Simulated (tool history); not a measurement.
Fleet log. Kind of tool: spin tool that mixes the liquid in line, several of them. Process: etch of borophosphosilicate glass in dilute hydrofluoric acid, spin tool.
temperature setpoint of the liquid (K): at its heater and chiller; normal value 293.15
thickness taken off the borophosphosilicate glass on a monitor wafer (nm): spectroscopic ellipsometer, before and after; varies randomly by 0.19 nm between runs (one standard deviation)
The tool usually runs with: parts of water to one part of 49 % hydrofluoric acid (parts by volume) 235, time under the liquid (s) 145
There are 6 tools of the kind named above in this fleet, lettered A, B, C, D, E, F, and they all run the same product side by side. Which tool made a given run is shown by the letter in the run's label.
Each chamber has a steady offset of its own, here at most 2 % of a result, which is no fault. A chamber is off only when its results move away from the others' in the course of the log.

run,hour,temperature setpoint of the liquid (K),parts of water to one part of 49 % hydrofluoric acid (parts by volume),time under the liquid (s),"read-back film thickness of the borophosphosilicate glass reference wafer, read on the same gauge (nm)",thickness taken off the borophosphosilicate glass on a monitor wafer (nm)
1A,12.3,293.15,235,145,90.009,27.592
2E,22.2,293.15,235,145,89.987,27.126
3B,29.6,293.15,235,145,89.966,27.419
4C,41.3,293.15,235,145,89.979,27.255
5D,51.1,293.15,235,145,89.991,26.988
6F,59.4,293.15,235,145,89.986,26.985
7C,67.1,293.15,235,145,89.976,27.118
8F,75.9,293.15,235,145,90.008,27.408
# hour 84.8: chamber C: hydrofluoric acid flow meter replaced
9A,86.7,293.15,235,145,90.021,27.559
10E,95.4,293.15,235,145,89.994,27.133
11B,101.8,293.15,235,145,89.983,27.05
12D,115.7,296.65,335,145,90.011,19.69
13C,128.1,296.65,335,145,89.976,19.7
14D,135.8,296.65,335,145,90.022,19.533
15A,144.6,296.65,335,145,90.013,19.895
16B,153.6,296.65,335,145,90.014,19.837
17F,163.8,296.65,335,145,89.999,19.576
18E,175.5,293.15,235,145,90.01,27.114
# hour 176: chamber E: hydrofluoric acid flow meter replaced
19B,188.2,293.15,235,145,90.006,27.242
20C,199.7,293.15,235,145,90.013,27.133
21F,212.8,293.15,165,145,89.988,42.083
22D,220.2,293.15,165,145,89.996,41.12
23E,230.9,293.15,165,145,90.005,41.278
24A,243.2,293.15,165,145,90.005,40.321
25E,256.2,293.15,165,145,90.021,41.396
26D,263.9,293.15,165,145,89.981,42.033
# hour 265.4: chamber F: thermometer replaced
27C,273.5,293.15,235,145,89.998,27.391
28F,281.3,293.15,235,145,89.976,27.288
29B,292.8,293.15,235,145,90.002,27.241
# hour 292.9: chamber D: thermometer replaced
30A,299.7,293.15,235,145,90.004,26.522
31C,308.1,293.15,235,145,90.002,27.017
32D,321.6,293.15,235,145,90.007,26.967
33F,330,293.15,235,145,90.006,27.288
34E,341.9,293.15,235,145,89.997,27.197
35A,354.6,293.15,235,145,89.994,26.424
# hour 356.8: chamber B: hydrofluoric acid flow meter replaced
36B,365.1,293.15,235,145,90.006,27.555
37B,376.8,293.15,235,145,90.03,27.529
38A,390.8,293.15,235,145,89.996,26.237
39E,402.8,293.15,235,145,90.027,27.178
40F,410,293.15,235,145,89.998,27.439
41D,417.9,293.15,235,145,89.986,26.965
42C,425.5,293.15,235,145,89.989,27.158
43F,435,293.15,235,145,89.993,27.226
44C,446.2,297.65,235,145,90.013,32.135

Which is it: a chamber that has drifted or been left off by a service, a gauge drift common to all chambers, or only each chamber's usual small offset? If a chamber is off, name it and its likeliest cause.

Little by little, chamber A moves away from the other chambers.
Cause: hydrofluoric acid flow below the setpoint (%) = 4.8.
Not necessarily distinguishable in this log from: liquid colder than its thermometer reads (K).

Below are 4 candidate recipes for chamber A's next run, each the usual settings with a change, their results shown as question marks. Which of them brings A's results back in line with what the other chambers give on the usual settings?
In line here means within this much of the mean the other chambers give on the usual settings: thickness taken off the borophosphosilicate glass on a monitor wafer (nm) 0.64
45A-1,456.5,293.15,235,150,,?
45A-2,456.5,293.15,235,140,,?
45A-3,456.5,293.15,250,145,,?
45A-4,456.5,293.15,225,150,,?

On the usual settings, the other chambers give on average: thickness taken off the borophosphosilicate glass on a monitor wafer (nm) 27.184
run,thickness taken off the borophosphosilicate glass on a monitor wafer (nm)
45A-1,27.019
45A-2,25.218
45A-3,24.212
45A-4,28.485
45A-1 puts the chamber back in line with the other chambers.

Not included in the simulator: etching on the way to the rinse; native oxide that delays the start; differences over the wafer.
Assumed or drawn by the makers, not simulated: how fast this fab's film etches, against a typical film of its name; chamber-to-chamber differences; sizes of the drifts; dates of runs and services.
